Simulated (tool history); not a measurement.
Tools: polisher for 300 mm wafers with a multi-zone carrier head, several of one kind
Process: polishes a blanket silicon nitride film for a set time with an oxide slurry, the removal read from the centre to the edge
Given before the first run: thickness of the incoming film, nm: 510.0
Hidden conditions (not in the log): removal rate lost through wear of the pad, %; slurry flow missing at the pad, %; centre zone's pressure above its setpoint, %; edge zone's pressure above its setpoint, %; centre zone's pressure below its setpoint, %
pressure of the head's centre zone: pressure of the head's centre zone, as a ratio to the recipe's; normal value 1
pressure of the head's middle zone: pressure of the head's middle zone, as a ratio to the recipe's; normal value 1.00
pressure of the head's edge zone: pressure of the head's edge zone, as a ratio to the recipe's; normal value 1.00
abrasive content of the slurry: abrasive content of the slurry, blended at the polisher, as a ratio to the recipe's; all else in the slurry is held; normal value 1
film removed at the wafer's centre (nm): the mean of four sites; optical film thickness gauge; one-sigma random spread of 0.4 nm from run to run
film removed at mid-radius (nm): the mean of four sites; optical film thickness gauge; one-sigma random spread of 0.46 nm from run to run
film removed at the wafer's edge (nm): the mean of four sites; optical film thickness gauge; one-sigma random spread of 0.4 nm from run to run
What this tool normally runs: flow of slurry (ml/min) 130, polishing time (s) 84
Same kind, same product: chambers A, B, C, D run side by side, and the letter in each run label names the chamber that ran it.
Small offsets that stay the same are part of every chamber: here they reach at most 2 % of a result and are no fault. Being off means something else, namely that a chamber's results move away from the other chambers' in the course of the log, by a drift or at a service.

run	hour	flow of slurry (ml/min)	pressure of the head's centre zone	pressure of the head's middle zone	pressure of the head's edge zone	abrasive content of the slurry	polishing time (s)	wafers polished on this pad	hours since the slurry nozzle was cleaned	hours since the centre zone pressure was calibrated	hours since the edge zone pressure was calibrated	film removed at the wafer's centre (nm)	film removed at mid-radius (nm)	film removed at the wafer's edge (nm)
# hour 1.0: chamber A: worn pad replaced by a new one
1D	7.2	130	1	1.00	1.00	1	84	157	166.4	116.0	48.5	47.582	47.571	48.905
2B	16.1	130	1	1.00	1.00	1	84	471	126.6	35.0	592.7	47.350	48.148	47.214
3A	23.5	130	1	1.00	1.00	1	84	257	137.6	564.6	78.6	47.513	48.428	48.533
4C	32.4	130	1	1.00	1.00	1	84	1293	888.3	570.8	529.6	47.537	46.938	47.779
# hour 35.8: chamber C: worn pad replaced by a new one
5B	40.4	105	1	1.07	1.00	1	84	749	150.9	59.3	617.0	45.263	49.578	46.083
# hour 46.2: chamber D: worn pad replaced by a new one
# hour 47.9: chamber B: worn pad replaced by a new one
6A	48.3	105	1	1.07	1.00	1	84	540	162.4	589.4	103.4	45.084	48.301	46.353
# hour 48.8: chamber C: slurry nozzle cleaned
7D	55.7	105	1	1.07	1.00	1	84	109	214.9	164.5	97.0	44.102	48.714	46.714
# hour 58.0: chamber A: worn pad replaced by a new one
8C	59.8	105	1	1.07	1.00	1	84	274	11.0	598.2	557.0	44.755	47.713	46.499
9A	64.6	130	1	1.00	1.00	1	84	75	178.7	605.7	119.7	46.945	48.218	48.385
10C	71.7	130	1	1.00	1.00	1	84	410	22.9	610.1	568.9	46.925	47.342	47.345
11D	79.6	130	1	1.00	1.00	1	84	382	238.8	188.4	120.9	47.142	47.910	48.665
12B	84.2	110	1	1.00	1.04	1	84	415	194.7	103.1	660.8	45.241	45.554	47.167
# hour 91.3: chamber D: worn pad replaced by a new one
13C	93.4	110	1	1.00	1.04	1	84	658	44.6	631.8	590.6	44.157	46.262	47.580
14A	102.0	110	1	1.00	1.04	1	84	503	216.1	643.1	157.1	45.141	46.325	46.891
15D	106.4	110	1	1.00	1.04	1	84	173	265.6	215.2	147.7	45.428	46.446	49.242
16B	115.1	130	1	1.00	1.00	1	94	768	225.6	134.0	691.7	53.091	54.472	53.256
# hour 117.5: chamber B: worn pad replaced by a new one
# hour 119.8: chamber A: worn pad replaced by a new one
17B	124.5	130	1	1.00	1.00	1	94	80	235.0	143.4	701.1	53.703	53.606	53.462
# hour 133.2: chamber D: worn pad replaced by a new one
18A	133.8	130	1	1.00	1.00	1	94	160	247.9	674.9	188.9	52.502	53.622	53.941
19C	141.0	130	1	1.00	1.00	1	94	1202	92.2	679.4	638.2	50.562	53.005	53.939
20D	149.5	130	1	1.10	1.00	1	68	187	308.7	258.3	190.8	38.260	42.601	39.358
# hour 155.3: chamber C: worn pad replaced by a new one
21D	156.7	130	1	1.10	1.00	1	68	269	315.9	265.5	198.0	38.744	41.847	38.956
22C	166.0	130	1	1.10	1.00	1	68	122	117.2	704.4	663.2	35.873	42.241	39.449
23A	171.4	130	1	1.10	1.00	1	68	589	285.5	712.5	226.5	38.849	42.094	38.959
# hour 172.5: chamber A: worn pad replaced by a new one
24B	176.5	130	1	1.00	1.00	1	84	674	287.0	195.4	753.1	47.641	48.353	47.475
# hour 177.4: chamber D: worn pad replaced by a new one
# hour 183.0: chamber D: slurry nozzle cleaned
25C	185.1	130	1	0.90	1.00	1	84	340	136.3	723.5	682.3	43.027	43.118	47.568
26A	191.4	130	1	0.90	1.00	1	84	215	305.5	732.5	246.5	47.698	43.377	47.154
27D	198.3	130	1	0.90	1.00	1	84	239	15.4	307.1	239.6	47.032	43.794	49.814

Has any chamber moved away from the others, gradually or after a service, or does the common gauge drift, or do the chambers differ only by their own small steady offsets? State the chamber and the most likely cause if one applies.

It is chamber C that slowly wanders off from its peers.
Likeliest cause: centre zone's pressure below its setpoint, % = 8.77.

Chamber C could run next with any of the 4 candidate recipes listed below; each alters the usual settings, and their results appear as question marks. Which one brings its results back in line with what the other chambers deliver on the usual settings?
To be in line, a result may differ from the other chambers' mean on the usual settings by at most: film removed at the wafer's centre (nm) 1.400; film removed at mid-radius (nm) 1.600; film removed at the wafer's edge (nm) 1.400
28C-1	205.1	130	0.97	1.01	1.01	1	84					?	?	?
28C-2	205.1	125	0.94	1.01	1.02	1	83					?	?	?
28C-3	205.1	130	1.03	0.99	0.99	1	84					?	?	?
28C-4	205.1	135	1.06	0.99	0.98	1	85					?	?	?

The mean the other chambers reach with the usual settings: film removed at the wafer's centre (nm) 47.458; film removed at mid-radius (nm) 47.947; film removed at the wafer's edge (nm) 48.050
run	film removed at the wafer's centre (nm)	film removed at mid-radius (nm)	film removed at the wafer's edge (nm)
28C-1	41.678	48.223	47.778
28C-2	39.385	47.251	47.175
28C-3	44.526	47.327	47.286
28C-4	46.922	48.265	47.859
Change 28C-4 lands the chamber within the allowed miss of the other chambers.
